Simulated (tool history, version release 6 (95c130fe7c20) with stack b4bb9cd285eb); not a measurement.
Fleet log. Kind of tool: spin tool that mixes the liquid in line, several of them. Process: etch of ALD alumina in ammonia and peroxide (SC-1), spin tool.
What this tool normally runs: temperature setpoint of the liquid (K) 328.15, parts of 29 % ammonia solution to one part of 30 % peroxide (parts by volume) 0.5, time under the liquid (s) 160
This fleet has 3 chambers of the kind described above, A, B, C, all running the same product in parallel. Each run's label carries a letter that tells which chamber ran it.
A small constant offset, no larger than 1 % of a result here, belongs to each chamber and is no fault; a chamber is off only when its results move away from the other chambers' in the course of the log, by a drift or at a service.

run,hour,temperature setpoint of the liquid (K),parts of 29 % ammonia solution to one part of 30 % peroxide (parts by volume),time under the liquid (s),hours since the thermometer was replaced,hours since the ammonia flow meter was replaced,hours since the heated supply line was repaired,hours since the drum of ammonia solution was connected,"read-back film thickness of the ALD alumina reference wafer, read on the same gauge (nm)",thickness taken off the ALD alumina on a monitor wafer (angstrom)
1A,3.6,328.15,0.5,160,604.2,1536.2,773.5,444.6,49.990,123.280
2B,7.4,328.15,0.5,160,667.7,1076.6,1625.3,44.4,50.000,123.170
3C,12.1,328.15,0.5,160,178.7,148.3,1255.0,101.3,49.994,122.510
4B,14.6,328.15,0.5,160,674.9,1083.8,1632.5,51.6,49.983,121.180
5A,16.9,328.15,0.5,160,617.5,1549.5,786.8,457.9,50.006,123.090
6C,21.3,324.15,0.5,95,187.9,157.5,1264.2,110.5,50.024,58.660
7A,25.9,324.15,0.5,95,626.5,1558.5,795.8,466.9,49.993,59.277
8C,29.2,324.15,0.5,95,195.8,165.4,1272.1,118.4,49.989,57.928
9B,32.3,328.15,0.5,160,692.6,1101.5,1650.2,69.3,49.973,120.670
10B,35.5,328.15,0.5,160,695.8,1104.7,1653.4,72.5,49.980,119.800
11A,38.7,328.15,0.5,160,639.3,1571.3,808.6,479.7,50.009,120.980
12C,41.4,328.15,0.5,250,208.0,177.6,1284.3,130.6,50.011,191.410
13B,44.4,328.15,0.5,250,704.7,1113.6,1662.3,81.4,49.998,190.570
14C,46.7,328.15,0.5,250,213.3,182.9,1289.6,135.9,49.996,190.630
15A,49.5,328.15,0.5,160,650.1,1582.1,819.4,490.5,49.999,122.570
16C,53.6,328.15,0.5,160,220.2,189.8,1296.5,142.8,50.000,122.670
17A,58.7,328.15,0.5,160,659.3,1591.3,828.6,499.7,49.973,122.850
18B,63.6,323.65,0.5,105,723.9,1132.8,1681.5,100.6,50.001,65.398
19B,67.1,323.65,0.5,105,727.4,1136.3,1685.0,104.1,49.994,63.615
20A,71.2,323.65,0.5,105,671.8,1603.8,841.1,512.2,49.986,62.569
21C,74.8,328.15,0.5,160,241.4,211.0,1317.7,164.0,49.990,121.840
22B,77.7,328.15,0.5,160,738.0,1146.9,1695.6,114.7,50.007,127.910
23C,80.9,328.15,0.5,160,247.5,217.1,1323.8,170.1,49.998,123.330
24A,85.3,328.15,0.5,235,685.9,1617.9,855.2,526.3,49.984,178.470
25A,88.2,328.15,0.5,235,688.8,1620.8,858.1,529.2,50.000,178.590
# hour 89.6: chamber A: ammonia flow meter replaced
26C,90.7,328.15,0.5,235,257.3,226.9,1333.6,179.9,50.009,178.210
27B,94.9,328.15,0.5,160,755.2,1164.1,1712.8,131.9,49.992,132.180
28C,97.8,328.15,0.5,160,264.4,234.0,1340.7,187.0,49.990,121.650
29A,102.8,328.15,0.5,160,703.4,13.3,872.7,543.8,49.982,123.090
30B,107.1,328.15,0.5,160,767.4,1176.3,1725.0,144.1,50.018,135.630
31B,110.9,335.15,0.5,160,771.2,1180.1,1728.8,147.9,49.991,191.240

Predict what each chamber gives when all 3 of them run the settings below next.
32A,114.7,328.15,0.6,160,,,,,,?
32B,114.7,328.15,0.6,160,,,,,,?
32C,114.7,328.15,0.6,160,,,,,,?

run,thickness taken off the ALD alumina on a monitor wafer (angstrom)
32A,125.780
32B,136.450
32C,125.300

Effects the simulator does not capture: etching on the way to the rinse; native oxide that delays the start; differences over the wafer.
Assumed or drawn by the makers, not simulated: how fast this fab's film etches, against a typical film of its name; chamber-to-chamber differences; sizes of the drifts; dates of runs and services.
